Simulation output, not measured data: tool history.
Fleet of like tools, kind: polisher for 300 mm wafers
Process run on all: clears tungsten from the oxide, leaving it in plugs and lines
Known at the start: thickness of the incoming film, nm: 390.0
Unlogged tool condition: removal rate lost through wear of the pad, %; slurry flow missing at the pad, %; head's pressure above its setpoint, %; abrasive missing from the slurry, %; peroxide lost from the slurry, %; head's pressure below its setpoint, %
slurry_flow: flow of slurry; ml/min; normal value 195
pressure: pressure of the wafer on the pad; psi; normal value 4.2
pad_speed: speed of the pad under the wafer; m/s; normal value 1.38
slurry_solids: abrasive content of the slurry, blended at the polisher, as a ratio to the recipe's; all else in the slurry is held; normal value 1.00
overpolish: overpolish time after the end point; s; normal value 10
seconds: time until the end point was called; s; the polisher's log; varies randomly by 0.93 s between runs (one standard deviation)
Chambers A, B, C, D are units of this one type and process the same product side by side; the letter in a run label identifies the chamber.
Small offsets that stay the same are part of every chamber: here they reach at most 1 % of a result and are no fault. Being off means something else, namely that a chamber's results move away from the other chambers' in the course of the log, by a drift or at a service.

| run | day | slurry_flow | pressure | pad_speed | slurry_solids | overpolish | wafers polished on this pad | hours since the slurry nozzle was cleaned | hours since the head pressure was calibrated | hours since the slurry blender was calibrated | hours since the slurry got fresh peroxide | seconds |
|---|---|---|---|---|---|---|---|---|---|---|---|---|
|  | 0.033 | chamber D: worn pad replaced by a new one |
|  | 0.262 | chamber D: slurry blender recalibrated |
| 1D | 0.546 | 195 | 4.2 | 1.38 | 1.00 | 10 | 194 | 44.0 | 398.5 | 6.9 | 69.2 | 59.235 |
|  | 0.596 | chamber B: worn pad replaced by a new one |
| 2C | 0.892 | 195 | 4.2 | 1.38 | 1.00 | 10 | 681 | 318.0 | 849.6 | 57.1 | 127.8 | 59.664 |
|  | 1.312 | chamber B: slurry tank refilled with fresh slurry and peroxide |
| 3B | 1.438 | 195 | 4.2 | 1.38 | 1.00 | 10 | 318 | 482.9 | 117.5 | 137.0 | 3.1 | 60.555 |
| 4A | 1.883 | 195 | 4.2 | 1.38 | 1.00 | 10 | 1302 | 599.0 | 516.2 | 530.3 | 69.8 | 60.799 |
| 5D | 2.250 | 195 | 4.2 | 1.38 | 1.00 | 10 | 837 | 84.9 | 439.4 | 47.8 | 110.1 | 60.326 |
|  | 2.558 | chamber A: worn pad replaced by a new one |
| 6B | 2.788 | 195 | 4.2 | 1.38 | 1.00 | 10 | 827 | 515.3 | 149.9 | 169.4 | 35.5 | 60.168 |
|  | 2.821 | chamber C: slurry tank refilled with fresh slurry and peroxide |
|  | 2.821 | chamber A: slurry blender recalibrated |
| 7C | 3.088 | 195 | 4.2 | 1.38 | 1.00 | 10 | 1510 | 370.7 | 902.3 | 109.8 | 6.5 | 60.840 |
| 8A | 3.396 | 195 | 4.2 | 1.38 | 1.00 | 10 | 316 | 635.3 | 552.5 | 13.9 | 106.1 | 59.244 |
|  | 3.692 | chamber B: slurry blender recalibrated |
|  | 3.812 | chamber D: worn pad replaced by a new one |
| 9D | 3.829 | 195 | 4.2 | 1.38 | 1.00 | 10 | 7 | 122.8 | 477.3 | 85.7 | 148.0 | 59.600 |
| 10A | 4.362 | 195 | 4.2 | 1.38 | 1.00 | 10 | 681 | 658.5 | 575.7 | 37.1 | 129.3 | 59.390 |
|  | 4.721 | chamber B: worn pad replaced by a new one |
| 11C | 4.833 | 195 | 4.2 | 1.38 | 1.00 | 10 | 2169 | 412.6 | 944.2 | 151.7 | 48.4 | 60.814 |
| 12B | 5.138 | 195 | 4.2 | 1.38 | 1.00 | 10 | 157 | 571.7 | 206.3 | 34.8 | 91.9 | 60.627 |
| 13B | 5.667 | 195 | 4.2 | 1.38 | 1.00 | 10 | 357 | 584.4 | 219.0 | 47.5 | 104.6 | 59.494 |
|  | 5.792 | chamber D: slurry tank refilled with fresh slurry and peroxide |
| 14D | 6.221 | 195 | 4.2 | 1.38 | 1.00 | 10 | 910 | 180.2 | 534.7 | 143.1 | 10.4 | 57.177 |
|  | 6.288 | chamber A: worn pad replaced by a new one |
|  | 6.362 | chamber B: slurry tank refilled with fresh slurry and peroxide |
| 15C | 6.592 | 195 | 4.2 | 1.38 | 1.00 | 10 | 2833 | 454.8 | 986.4 | 193.9 | 90.6 | 60.305 |
| 16A | 6.854 | 195 | 4.2 | 0.92 | 1.00 | 10 | 214 | 718.3 | 635.5 | 96.9 | 189.1 | 91.261 |
|  | 7.296 | chamber A: slurry tank refilled with fresh slurry and peroxide |
| 17A | 7.325 | 195 | 4.2 | 0.92 | 1.00 | 10 | 392 | 729.6 | 646.8 | 108.2 | 0.7 | 87.526 |
|  | 7.742 | chamber D: worn pad replaced by a new one |
| 18B | 7.908 | 195 | 4.2 | 0.92 | 1.00 | 10 | 1203 | 638.2 | 272.8 | 101.3 | 37.2 | 89.518 |
| 19C | 8.208 | 195 | 4.2 | 0.92 | 1.00 | 10 | 3443 | 493.6 | 1025.2 | 232.7 | 129.4 | 90.046 |
|  | 8.608 | chamber B: worn pad replaced by a new one |
| 20D | 8.788 | 195 | 4.2 | 1.38 | 1.00 | 10 | 396 | 241.8 | 596.3 | 204.7 | 72.0 | 59.131 |
| 21D | 9.275 | 145 | 4.2 | 1.38 | 1.00 | 5 | 580 | 253.5 | 608.0 | 216.4 | 83.7 | 63.060 |
|  | 9.388 | chamber C: slurry tank refilled with fresh slurry and peroxide |
| 22C | 9.812 | 145 | 4.2 | 1.38 | 1.00 | 5 | 4049 | 532.1 | 1063.7 | 271.2 | 10.3 | 65.701 |
|  | 10.100 | chamber A: worn pad replaced by a new one |
| 23B | 10.279 | 145 | 4.2 | 1.38 | 1.00 | 5 | 631 | 695.1 | 329.7 | 158.2 | 94.1 | 62.964 |
| 24A | 10.758 | 145 | 4.2 | 1.38 | 1.00 | 5 | 248 | 812.0 | 729.2 | 190.6 | 83.1 | 63.958 |
| 25B | 11.121 | 195 | 4.2 | 1.38 | 1.00 | 10 | 949 | 715.3 | 349.9 | 178.4 | 114.3 | 59.461 |
|  | 11.292 | chamber D: worn pad replaced by a new one |
| 26D | 11.633 | 195 | 4.2 | 1.38 | 1.00 | 10 | 130 | 310.1 | 664.6 | 273.0 | 140.3 | 60.972 |
|  | 11.917 | chamber B: slurry tank refilled with fresh slurry and peroxide |
|  | 12.000 | chamber B: worn pad replaced by a new one |
|  | 12.071 | chamber A: slurry nozzle cleaned |
| 27A | 12.221 | 195 | 4.2 | 1.38 | 1.00 | 10 | 800 | 3.6 | 764.3 | 225.7 | 118.2 | 59.026 |
| 28C | 12.621 | 195 | 4.2 | 1.38 | 1.00 | 10 | 5109 | 599.5 | 1131.1 | 338.6 | 77.7 | 62.264 |
|  | 12.750 | chamber B: slurry blender recalibrated |
| 29A | 12.933 | 195 | 4.2 | 1.38 | 1.00 | 10 | 1069 | 20.7 | 781.4 | 242.8 | 135.3 | 56.740 |
| 30B | 13.371 | 195 | 4.2 | 1.38 | 1.00 | 10 | 518 | 769.3 | 403.9 | 14.9 | 34.9 | 60.531 |
|  | 13.729 | chamber A: worn pad replaced by a new one |
|  | 13.783 | chamber D: slurry tank refilled with fresh slurry and peroxide |
| 31C | 13.892 | 195 | 4.2 | 1.38 | 1.00 | 10 | 5589 | 630.0 | 1161.6 | 369.1 | 108.2 | 63.475 |
|  | 14.233 | chamber D: slurry blender recalibrated |
|  | 14.329 | chamber A: slurry tank refilled with fresh slurry and peroxide |
| 32D | 14.358 | 195 | 4.2 | 1.38 | 1.00 | 10 | 1159 | 375.5 | 730.0 | 3.1 | 13.9 | 58.673 |
| 33A | 14.775 | 195 | 4.2 | 1.38 | 1.00 | 10 | 395 | 64.9 | 825.6 | 287.0 | 10.7 | 58.888 |
|  | 15.046 | chamber C: slurry blender recalibrated |
| 34C | 15.317 | 195 | 4.2 | 1.38 | 1.00 | 10 | 6127 | 664.2 | 1195.8 | 6.6 | 142.4 | 63.470 |
|  | 15.408 | chamber D: worn pad replaced by a new one |
|  | 15.588 | chamber B: worn pad replaced by a new one |
| 35D | 15.696 | 195 | 4.2 | 1.38 | 1.00 | 10 | 109 | 407.6 | 762.1 | 35.2 | 46.0 | 59.852 |
|  | 15.992 | chamber C: head pressure recalibrated |
| 36B | 16.083 | 195 | 4.2 | 1.38 | 1.00 | 10 | 187 | 834.4 | 469.0 | 80.0 | 100.0 | 60.771 |
|  | 16.100 | chamber C: slurry tank refilled with fresh slurry and peroxide |
|  | 16.242 | chamber B: head pressure recalibrated |
| 37C | 16.671 | 195 | 4.2 | 1.38 | 1.00 | 10 | 6638 | 696.7 | 16.3 | 39.1 | 13.8 | 63.785 |
|  | 16.996 | chamber B: slurry tank refilled with fresh slurry and peroxide |
| 38A | 17.246 | 195 | 4.2 | 1.38 | 1.00 | 10 | 1328 | 124.2 | 884.9 | 346.3 | 70.0 | 60.156 |
|  | 17.812 | chamber A: worn pad replaced by a new one |
| 39D | 17.833 | 195 | 5.5 | 1.38 | 0.85 | 10 | 916 | 458.9 | 813.4 | 86.5 | 97.3 | 46.763 |
|  | 18.062 | chamber B: slurry nozzle cleaned |
| 40B | 18.392 | 195 | 5.5 | 1.38 | 0.85 | 10 | 1059 | 8.0 | 51.6 | 135.4 | 33.5 | 47.293 |
| 41A | 18.800 | 195 | 5.5 | 1.38 | 0.85 | 10 | 373 | 161.5 | 922.2 | 383.6 | 107.3 | 46.212 |
| 42C | 19.258 | 195 | 5.5 | 1.38 | 0.85 | 10 | 7615 | 758.8 | 78.4 | 101.2 | 75.9 | 51.214 |

Read the log: is a single chamber off, either drifting away or since a service, is the gauge that measures every chamber drifting, or is nothing wrong beyond small per-chamber offsets? Name any odd chamber and what most likely caused it.

It is chamber C that slowly wanders off from its peers.
What lies behind it: removal rate lost through wear of the pad, % = 8.21.
It could be hard to tell apart here from: slurry flow missing at the pad, %.

Which of the 4 candidates below, each the usual settings with something changed and its results left as question marks, puts chamber C back in line with what the other chambers give on the usual settings?
Allowed miss from the other chambers' usual-settings mean, per result, to count as in line: seconds 3.200 s
| 43C-1 | 19.692 | 195 | 3.5 | 1.38 | 0.95 | 10 |  |  |  |  |  | ? |
| 43C-2 | 19.692 | 195 | 4.0 | 1.32 | 1.00 | 10 |  |  |  |  |  | ? |
| 43C-3 | 19.692 | 195 | 4.2 | 1.38 | 1.35 | 10 |  |  |  |  |  | ? |
| 43C-4 | 19.692 | 200 | 4.6 | 1.50 | 1.00 | 10 |  |  |  |  |  | ? |

The mean the other chambers reach with the usual settings: seconds 59.435 s
| run | seconds |
|---|---|
| 43C-1 | 78.915 |
| 43C-2 | 71.448 |
| 43C-3 | 60.660 |
| 43C-4 | 54.517 |
43C-3 brings the chamber back in line.
